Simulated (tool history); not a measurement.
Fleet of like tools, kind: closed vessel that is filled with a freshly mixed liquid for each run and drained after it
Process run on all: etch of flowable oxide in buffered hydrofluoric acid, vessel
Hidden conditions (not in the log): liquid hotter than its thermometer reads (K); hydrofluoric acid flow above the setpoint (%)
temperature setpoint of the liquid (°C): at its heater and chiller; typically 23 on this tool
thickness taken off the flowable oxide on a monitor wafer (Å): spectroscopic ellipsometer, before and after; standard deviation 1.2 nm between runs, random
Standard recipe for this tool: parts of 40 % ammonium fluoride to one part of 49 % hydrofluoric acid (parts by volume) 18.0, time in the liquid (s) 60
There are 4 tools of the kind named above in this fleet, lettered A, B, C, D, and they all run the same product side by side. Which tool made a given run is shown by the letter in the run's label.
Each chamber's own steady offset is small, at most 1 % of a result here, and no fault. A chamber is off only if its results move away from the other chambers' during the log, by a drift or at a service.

| run | hour | temperature setpoint of the liquid (°C) | parts of 40 % ammonium fluoride to one part of 49 % hydrofluoric acid (parts by volume) | time in the liquid (s) | hours since the thermometer was replaced | hours since the hydrofluoric acid flow meter was replaced | read-back film thickness of the flowable oxide reference wafer, read on the same gauge (nm) | thickness taken off the flowable oxide on a monitor wafer (Å) |
|---|---|---|---|---|---|---|---|---|
| 1B | 8.0 | 23 | 18.0 | 60 | 1585.1 | 1414.0 | 49.987 | 1596.00 |
| 2D | 14.6 | 23 | 18.0 | 60 | 190.2 | 509.5 | 49.983 | 1609.30 |
| 3C | 18.7 | 23 | 18.0 | 60 | 1031.8 | 644.7 | 50.003 | 1577.90 |
| 4A | 26.6 | 23 | 18.0 | 60 | 671.0 | 411.7 | 49.987 | 1619.70 |
| 5A | 32.3 | 23 | 18.0 | 60 | 676.7 | 417.4 | 50.017 | 1618.20 |
| 6C | 37.0 | 23 | 18.0 | 60 | 1050.1 | 663.0 | 50.006 | 1589.90 |
| 7D | 43.8 | 23 | 18.0 | 60 | 219.4 | 538.7 | 49.987 | 1579.70 |
| 8B | 50.3 | 23 | 18.0 | 60 | 1627.4 | 1456.3 | 50.014 | 1598.20 |
| 9B | 59.0 | 23 | 18.0 | 60 | 1636.1 | 1465.0 | 50.002 | 1592.10 |
| 10D | 63.2 | 23 | 18.0 | 30 | 238.8 | 558.1 | 49.975 | 795.37 |
| 11A | 68.5 | 23 | 18.0 | 30 | 712.9 | 453.6 | 49.986 | 812.09 |
| 12C | 77.0 | 23 | 18.0 | 30 | 1090.1 | 703.0 | 50.000 | 782.14 |
|  | 81.5 | chamber B: thermometer replaced |
| 13B | 82.4 | 23 | 18.0 | 30 | 1.0 | 1488.4 | 49.985 | 784.98 |
| 14A | 91.0 | 23 | 18.0 | 60 | 735.4 | 476.1 | 49.994 | 1633.50 |
| 15D | 95.2 | 23 | 18.0 | 60 | 270.8 | 590.1 | 50.005 | 1602.20 |
| 16C | 99.3 | 23 | 18.0 | 95 | 1112.4 | 725.3 | 49.990 | 2534.00 |
| 17D | 107.6 | 23 | 18.0 | 95 | 283.2 | 602.5 | 49.992 | 2533.20 |
| 18A | 111.6 | 23 | 18.0 | 95 | 756.0 | 496.7 | 50.017 | 2555.30 |
| 19B | 115.9 | 23 | 18.0 | 95 | 34.5 | 1521.9 | 50.018 | 2498.00 |
| 20C | 121.8 | 23 | 18.0 | 60 | 1134.9 | 747.8 | 49.974 | 1590.30 |
| 21B | 127.9 | 23 | 18.0 | 60 | 46.5 | 1533.9 | 50.009 | 1611.50 |
|  | 131.6 | chamber B: hydrofluoric acid flow meter replaced |
| 22C | 131.9 | 23 | 18.0 | 60 | 1145.0 | 757.9 | 49.974 | 1588.90 |
| 23D | 136.8 | 23 | 18.0 | 60 | 312.4 | 631.7 | 50.017 | 1597.50 |
| 24A | 145.1 | 23 | 12.5 | 90 | 789.5 | 530.2 | 50.005 | 3429.90 |
| 25B | 153.7 | 23 | 12.5 | 90 | 72.3 | 22.1 | 49.998 | 3388.40 |
| 26D | 159.6 | 23 | 12.5 | 90 | 335.2 | 654.5 | 50.012 | 3479.30 |
| 27C | 165.9 | 23 | 12.5 | 90 | 1179.0 | 791.9 | 49.998 | 3427.80 |
| 28A | 174.0 | 19 | 24.5 | 60 | 818.4 | 559.1 | 49.998 | 996.44 |
| 29A | 179.2 | 19 | 24.5 | 60 | 823.6 | 564.3 | 50.000 | 1001.60 |
| 30B | 184.1 | 19 | 24.5 | 60 | 102.7 | 52.5 | 49.998 | 993.02 |
| 31C | 191.0 | 19 | 24.5 | 60 | 1204.1 | 817.0 | 50.003 | 991.50 |
| 32D | 199.0 | 23 | 18.0 | 60 | 374.6 | 693.9 | 50.002 | 1605.50 |
| 33C | 205.1 | 23 | 18.0 | 60 | 1218.2 | 831.1 | 49.992 | 1602.90 |
| 34D | 213.9 | 23 | 18.0 | 60 | 389.5 | 708.8 | 49.994 | 1604.10 |
|  | 215.0 | chamber C: hydrofluoric acid flow meter replaced |
| 35B | 217.8 | 23 | 18.0 | 60 | 136.4 | 86.2 | 49.989 | 1588.70 |
| 36A | 226.0 | 23 | 18.0 | 60 | 870.4 | 611.1 | 50.003 | 1627.00 |
| 37A | 232.7 | 23 | 18.0 | 60 | 877.1 | 617.8 | 49.995 | 1600.40 |
| 38C | 237.3 | 23 | 18.0 | 60 | 1250.4 | 22.4 | 49.997 | 1593.80 |
| 39B | 246.2 | 23 | 18.0 | 60 | 164.8 | 114.6 | 50.017 | 1576.80 |
| 40D | 251.9 | 23 | 18.0 | 60 | 427.5 | 746.8 | 50.001 | 1633.90 |
| 41B | 258.4 | 23 | 18.0 | 60 | 177.0 | 126.8 | 49.987 | 1578.20 |
| 42C | 267.2 | 23 | 18.0 | 60 | 1280.3 | 52.3 | 49.991 | 1589.90 |
| 43A | 273.2 | 23 | 18.0 | 60 | 917.6 | 658.3 | 50.003 | 1625.00 |

What goes on in this fleet: one chamber off, a drifting gauge, or nothing beyond the chambers' own small offsets? Name the chamber and the cause, if any.

Beyond each chamber's small constant offset nothing stands out, and the gauge stays steady.
